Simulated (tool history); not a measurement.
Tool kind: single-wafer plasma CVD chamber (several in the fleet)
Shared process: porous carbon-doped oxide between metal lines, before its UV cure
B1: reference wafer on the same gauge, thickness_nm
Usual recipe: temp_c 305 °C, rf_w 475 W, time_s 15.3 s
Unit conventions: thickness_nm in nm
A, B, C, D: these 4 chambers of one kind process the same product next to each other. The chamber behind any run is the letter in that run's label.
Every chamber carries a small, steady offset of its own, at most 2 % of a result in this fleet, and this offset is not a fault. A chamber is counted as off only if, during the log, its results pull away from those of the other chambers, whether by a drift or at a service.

{"run": "1B", "day": 0.317, "temp_c": 305, "rf_w": 475, "time_s": 15.3, "B1": 70.295, "thickness_nm": 80.35}
{"run": "2D", "day": 0.662, "temp_c": 305, "rf_w": 475, "time_s": 15.3, "B1": 70.341, "thickness_nm": 80.652}
{"run": "3C", "day": 1.012, "temp_c": 305, "rf_w": 475, "time_s": 15.3, "B1": 70.328, "thickness_nm": 79.743}
{"run": "4A", "day": 1.233, "temp_c": 305, "rf_w": 475, "time_s": 15.3, "B1": 70.344, "thickness_nm": 79.46}
{"run": "5D", "day": 1.429, "temp_c": 305, "rf_w": 475, "time_s": 15.3, "B1": 70.302, "thickness_nm": 80.754}
{"day": 1.525, "done": "chamber A: thermocouple changed; heater temperature recalibrated"}
{"run": "6C", "day": 1.717, "temp_c": 305, "rf_w": 475, "time_s": 15.3, "B1": 70.24, "thickness_nm": 79.644}
{"run": "7B", "day": 1.904, "temp_c": 305, "rf_w": 475, "time_s": 15.3, "B1": 70.292, "thickness_nm": 80.277}
{"run": "8A", "day": 2.075, "temp_c": 310, "rf_w": 475, "time_s": 15.3, "B1": 70.271, "thickness_nm": 77.519}
{"run": "9D", "day": 2.271, "temp_c": 310, "rf_w": 475, "time_s": 15.3, "B1": 70.283, "thickness_nm": 78.601}
{"run": "10C", "day": 2.579, "temp_c": 310, "rf_w": 475, "time_s": 15.3, "B1": 70.32, "thickness_nm": 77.348}
{"run": "11A", "day": 2.825, "temp_c": 310, "rf_w": 475, "time_s": 15.3, "B1": 70.296, "thickness_nm": 76.898}
{"run": "12B", "day": 3.162, "temp_c": 305, "rf_w": 475, "time_s": 15.3, "B1": 70.306, "thickness_nm": 79.525}
{"run": "13B", "day": 3.475, "temp_c": 305, "rf_w": 475, "time_s": 16.4, "B1": 70.313, "thickness_nm": 85.266}
{"run": "14C", "day": 3.671, "temp_c": 305, "rf_w": 475, "time_s": 16.4, "B1": 70.331, "thickness_nm": 85.111}
{"run": "15A", "day": 3.958, "temp_c": 305, "rf_w": 475, "time_s": 16.4, "B1": 70.321, "thickness_nm": 83.961}
{"run": "16D", "day": 4.183, "temp_c": 305, "rf_w": 475, "time_s": 16.4, "B1": 70.341, "thickness_nm": 86.352}
{"run": "17C", "day": 4.417, "temp_c": 305, "rf_w": 475, "time_s": 15.3, "B1": 70.331, "thickness_nm": 79.892}
{"run": "18B", "day": 4.579, "temp_c": 305, "rf_w": 475, "time_s": 15.3, "B1": 70.359, "thickness_nm": 79.999}
{"run": "19A", "day": 4.792, "temp_c": 305, "rf_w": 475, "time_s": 15.3, "B1": 70.279, "thickness_nm": 77.65}
{"run": "20D", "day": 4.992, "temp_c": 305, "rf_w": 475, "time_s": 15.3, "B1": 70.307, "thickness_nm": 80.817}
{"run": "21B", "day": 5.304, "temp_c": 305, "rf_w": 475, "time_s": 15.3, "B1": 70.252, "thickness_nm": 79.64}
{"run": "22A", "day": 5.579, "temp_c": 305, "rf_w": 475, "time_s": 15.3, "B1": 70.229, "thickness_nm": 77.434}
{"run": "23C", "day": 5.754, "temp_c": 305, "rf_w": 475, "time_s": 15.3, "B1": 70.338, "thickness_nm": 79.713}
{"run": "24D", "day": 5.912, "temp_c": 305, "rf_w": 475, "time_s": 15.3, "B1": 70.374, "thickness_nm": 80.903}
{"run": "25A", "day": 6.175, "temp_c": 305, "rf_w": 475, "time_s": 15.3, "B1": 70.277, "thickness_nm": 77.171}
{"run": "26C", "day": 6.362, "temp_c": 305, "rf_w": 475, "time_s": 15.3, "B1": 70.261, "thickness_nm": 80.062}

Is one chamber off against the others, does the gauge drift, or is nothing wrong? If a chamber is off, say which, and what the likeliest cause is.

It is chamber A that slowly wanders off from its peers.
Likeliest cause: delivered RF power below the setpoint (%) = 6.08.

Below are 4 candidate recipes for chamber A's next run, each the usual settings with a change, their results shown as question marks. Which of them brings A's results back in line with what the other chambers give on the usual settings?
Allowed miss from the other chambers' usual-settings mean, per result, to count as in line: thickness_nm 0.860 nm
{"run": "27A-1", "day": 6.617, "temp_c": 307, "rf_w": 455, "time_s": 14.5, "thickness_nm": "?"}
{"run": "27A-2", "day": 6.617, "temp_c": 305, "rf_w": 465, "time_s": 14.8, "thickness_nm": "?"}
{"run": "27A-3", "day": 6.617, "temp_c": 303, "rf_w": 495, "time_s": 16.2, "thickness_nm": "?"}
{"run": "27A-4", "day": 6.617, "temp_c": 305, "rf_w": 485, "time_s": 15.8, "thickness_nm": "?"}

The other chambers' mean on the usual settings: thickness_nm 80.115 nm
run=27A-1 thickness_nm=69.311
run=27A-2 thickness_nm=72.658
run=27A-3 thickness_nm=83.847
run=27A-4 thickness_nm=79.870
27A-4 is the one that brings the chamber's results back in line with the other chambers.

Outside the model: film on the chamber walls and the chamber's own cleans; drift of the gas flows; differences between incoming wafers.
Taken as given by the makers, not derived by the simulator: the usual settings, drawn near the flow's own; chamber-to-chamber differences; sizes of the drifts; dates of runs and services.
